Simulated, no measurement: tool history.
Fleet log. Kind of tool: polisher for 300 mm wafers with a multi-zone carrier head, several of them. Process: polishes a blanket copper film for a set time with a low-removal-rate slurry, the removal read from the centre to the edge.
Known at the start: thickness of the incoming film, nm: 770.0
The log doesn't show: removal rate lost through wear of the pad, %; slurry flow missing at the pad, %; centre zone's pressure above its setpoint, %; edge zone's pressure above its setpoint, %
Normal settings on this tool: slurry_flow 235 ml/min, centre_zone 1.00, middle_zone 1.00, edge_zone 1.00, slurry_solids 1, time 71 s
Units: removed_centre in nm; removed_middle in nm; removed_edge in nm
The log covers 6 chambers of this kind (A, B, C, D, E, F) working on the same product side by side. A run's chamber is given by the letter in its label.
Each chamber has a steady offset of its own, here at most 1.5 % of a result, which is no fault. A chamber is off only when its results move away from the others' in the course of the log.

run,hour,slurry_flow,centre_zone,middle_zone,edge_zone,slurry_solids,time,wafers polished on this pad,hours since the slurry nozzle was cleaned,hours since the centre zone pressure was calibrated,hours since the edge zone pressure was calibrated,removed_centre,removed_middle,removed_edge
1F,7.2,235,1.00,1.00,1.00,1,71,283,113.3,404.7,463.0,205.63,200.45,200.94
# hour 10.9: chamber A: centre zone pressure recalibrated
2C,12.5,235,1.00,1.00,1.00,1,71,653,504.6,407.1,62.0,202.48,199.58,201.35
# hour 14.7: chamber C: worn pad replaced by a new one
3D,18.0,235,1.00,1.00,1.00,1,71,713,18.1,540.3,360.0,201.94,207.43,203.71
4E,23.3,235,1.00,1.00,1.00,1,71,757,134.3,935.2,111.2,203.84,206.03,201.29
# hour 25.3: chamber D: edge zone pressure recalibrated
5A,28.3,235,1.00,1.00,1.00,1,71,363,181.6,17.5,619.8,204.67,201.23,203.42
# hour 31.4: chamber D: worn pad replaced by a new one
6B,34.6,235,1.00,1.00,1.00,1,71,407,286.1,604.4,143.0,204.49,203.09,203.89
7E,42.2,235,1.00,1.00,1.00,1,71,924,153.2,954.1,130.1,205.61,199.19,201.41
8A,49.0,235,1.00,1.00,1.00,1,71,546,202.3,38.2,640.5,200.67,201.57,199.59
9F,52.9,235,1.00,1.00,1.00,1,71,687,159.0,450.4,508.7,204.12,201.30,204.20
10B,59.5,235,1.00,1.00,1.00,1,71,627,311.0,629.3,167.9,200.59,201.91,203.07
11D,66.2,235,1.00,1.00,1.00,1,71,308,66.3,588.5,40.9,196.18,206.98,199.57
# hour 70.5: chamber E: worn pad replaced by a new one
12C,71.4,235,0.96,1.00,0.94,1,71,501,563.5,466.0,120.9,190.92,197.97,194.46
13F,76.7,235,0.96,1.00,0.94,1,71,897,182.8,474.2,532.5,190.55,205.34,194.59
# hour 79.8: chamber C: worn pad replaced by a new one
14E,83.7,235,0.96,1.00,0.94,1,71,117,194.7,995.6,171.6,194.44,202.30,195.71
15A,90.7,235,0.96,1.00,0.94,1,71,915,244.0,79.9,682.2,193.11,203.64,194.37
16D,98.7,235,0.96,1.00,0.94,1,71,595,98.8,621.0,73.4,193.61,203.97,192.71
# hour 102.9: chamber B: worn pad replaced by a new one
17C,106.7,235,0.96,1.00,0.94,1,71,238,598.8,501.3,156.2,190.63,202.88,197.22
# hour 111.2: chamber A: worn pad replaced by a new one
18B,112.8,235,1.00,1.00,1.00,1,71,87,364.3,682.6,221.2,203.84,205.91,205.28
19C,120.1,235,1.00,1.00,1.00,1,71,356,612.2,514.7,169.6,204.56,200.45,202.23
20E,126.3,235,1.00,1.00,1.00,1,71,494,237.3,1038.2,214.2,206.05,204.73,206.02
21A,130.3,235,1.00,1.00,1.00,1,71,169,283.6,119.5,721.8,202.35,200.84,200.27
# hour 137.6: chamber A: slurry nozzle cleaned
22F,137.6,235,1.00,1.00,1.00,1,71,1436,243.7,535.1,593.4,199.47,196.75,195.91
23D,142.5,235,1.00,1.00,1.00,1,71,982,142.6,664.8,117.2,200.23,207.09,202.46
# hour 145.4: chamber D: worn pad replaced by a new one
# hour 145.8: chamber E: centre zone pressure recalibrated
24B,146.1,235,1.00,1.00,1.00,1,71,382,397.6,715.9,254.5,203.26,201.37,203.19
25F,153.6,235,1.00,1.00,1.00,1,71,1577,259.7,551.1,609.4,194.27,194.81,196.04
# hour 155.6: chamber C: centre zone pressure recalibrated
26C,158.5,235,1.00,1.00,1.00,1,71,696,650.6,3.0,208.0,199.41,199.37,204.65
# hour 161.1: chamber C: worn pad replaced by a new one
27B,162.4,235,1.00,1.00,1.00,1,71,526,413.9,732.2,270.8,204.76,204.40,203.09
28E,169.2,235,1.00,1.00,1.00,1,71,873,280.2,23.5,257.1,200.11,200.51,202.55
29A,174.0,235,1.00,1.00,1.00,1,71,556,36.4,163.2,765.5,204.18,202.63,204.49
30D,182.0,235,1.00,1.00,1.00,1,71,323,182.1,704.3,156.7,201.32,205.14,196.02
31E,186.6,235,1.00,1.00,1.00,1,71,1027,297.6,40.9,274.5,206.12,206.30,199.43
32C,193.0,235,1.00,1.00,1.00,1,71,282,685.1,37.5,242.5,202.70,201.75,203.66
# hour 197.3: chamber F: centre zone pressure recalibrated
33F,199.7,265,1.00,1.00,1.00,1,88,1985,305.8,2.5,655.5,241.03,238.94,234.13
34A,207.8,265,1.00,1.00,1.00,1,88,854,70.2,197.0,799.3,251.86,250.87,244.01
35D,212.5,265,1.00,1.00,1.00,1,88,593,212.6,734.8,187.2,246.50,257.94,253.53
# hour 212.6: chamber B: worn pad replaced by a new one
36B,218.0,265,1.00,1.00,1.00,1,88,48,469.5,787.8,326.4,253.69,253.89,258.11
37B,223.1,265,1.00,1.00,1.00,1,88,93,474.6,792.9,331.5,251.15,254.60,260.94
# hour 224.3: chamber C: worn pad replaced by a new one
38C,227.1,265,1.00,1.00,1.00,1,88,25,719.2,71.6,276.6,253.25,250.38,252.23
# hour 234.9: chamber E: worn pad replaced by a new one
39D,235.3,235,1.00,1.00,1.00,1,71,795,235.4,757.6,210.0,199.35,205.66,202.05
40E,238.9,235,1.00,1.00,1.00,1,71,36,349.9,93.2,326.8,202.21,203.86,196.48

Decide between three cases: one chamber stands off from its peers, the gauge reading all wafers drifts, or nothing is wrong past each chamber's small offset. Where a chamber is off, say which and what most likely put it there.

Little by little, chamber F moves away from the other chambers.
Cause: removal rate lost through wear of the pad, % = 9.28.

Which of the 4 candidates below, each the usual settings with something changed and its results left as question marks, puts chamber F back in line with what the other chambers give on the usual settings?
Maximum distance from the other chambers' mean on the usual settings for a result to count as in line: removed_centre 8.00 nm; removed_middle 6.50 nm; removed_edge 7.20 nm
41F-1,244.8,240,0.99,1.01,1.01,1,82,,,,,?,?,?
41F-2,244.8,235,1.00,1.00,0.99,1,65,,,,,?,?,?
41F-3,244.8,230,1.01,1.00,0.99,1,61,,,,,?,?,?
41F-4,244.8,235,0.99,1.01,1.00,1,78,,,,,?,?,?

Other chambers, usual settings, mean: removed_centre 201.96 nm; removed_middle 202.76 nm; removed_edge 201.69 nm
run,removed_centre,removed_middle,removed_edge
41F-1,210.24,214.14,211.81
41F-2,168.01,167.78,165.83
41F-3,158.93,157.03,155.31
41F-4,199.41,203.18,200.03
41F-4 is the one that brings the chamber's results back in line with the other chambers.
